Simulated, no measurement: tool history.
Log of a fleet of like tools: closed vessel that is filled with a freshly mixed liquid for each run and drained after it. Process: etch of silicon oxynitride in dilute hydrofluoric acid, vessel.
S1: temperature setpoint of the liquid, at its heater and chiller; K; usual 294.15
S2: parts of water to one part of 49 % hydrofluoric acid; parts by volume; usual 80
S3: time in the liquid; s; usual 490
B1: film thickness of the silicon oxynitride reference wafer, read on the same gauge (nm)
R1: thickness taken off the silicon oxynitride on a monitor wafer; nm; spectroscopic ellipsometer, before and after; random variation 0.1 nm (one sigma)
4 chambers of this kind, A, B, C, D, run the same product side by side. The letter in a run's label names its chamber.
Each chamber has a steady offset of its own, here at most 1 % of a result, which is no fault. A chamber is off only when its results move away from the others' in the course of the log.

run,hour,S1,S2,S3,B1,R1
1B,8.4,294.15,80,490,69.982,10.9370
2C,14.9,294.15,80,490,69.976,11.2300
3D,19.1,294.15,80,490,70.012,11.0320
4A,23.9,294.15,80,490,70.010,10.9810
5B,28.5,294.15,80,490,69.990,11.0320
6A,35.5,294.15,80,490,70.025,11.0040
7D,43.3,291.15,80,260,69.995,5.2016
8C,50.7,291.15,80,260,70.018,5.1843
9B,58.1,291.15,80,260,69.974,5.1245
10A,65.1,291.15,80,260,70.017,5.0904
11D,70.7,294.15,80,490,69.996,11.0860
12C,74.9,294.15,80,490,70.000,11.0210
13B,80.1,294.15,80,490,70.011,11.3730
14C,86.5,294.15,80,490,70.007,11.3050
15A,91.9,294.15,80,490,69.960,11.1490
16D,98.9,294.15,80,490,69.992,11.1210
17B,103.4,294.15,80,620,70.027,13.9190
18C,112.2,294.15,80,620,69.987,14.0260
19A,119.3,294.15,80,620,70.004,14.7380
20D,127.3,294.15,80,620,70.007,14.1400
21B,133.2,294.15,80,490,70.006,11.0320
22D,142.2,294.15,80,490,69.986,11.0920
23A,149.1,294.15,80,490,69.982,11.9690
24C,157.6,297.15,45,490,69.961,23.4310
25D,162.6,297.15,45,490,70.000,23.6750
26A,170.3,297.15,45,490,70.006,26.5850
# hour 174.6: chamber C: hydrofluoric acid flow meter replaced
27C,176.6,297.15,45,490,69.997,23.4970

Next, every chamber runs the same settings. What will each give?
28A,183.5,294.15,45,490,,?
28B,183.5,294.15,45,490,,?
28C,183.5,294.15,45,490,,?
28D,183.5,294.15,45,490,,?

run,R1
28A,23.2590
28B,20.3080
28C,20.2570
28D,20.6490

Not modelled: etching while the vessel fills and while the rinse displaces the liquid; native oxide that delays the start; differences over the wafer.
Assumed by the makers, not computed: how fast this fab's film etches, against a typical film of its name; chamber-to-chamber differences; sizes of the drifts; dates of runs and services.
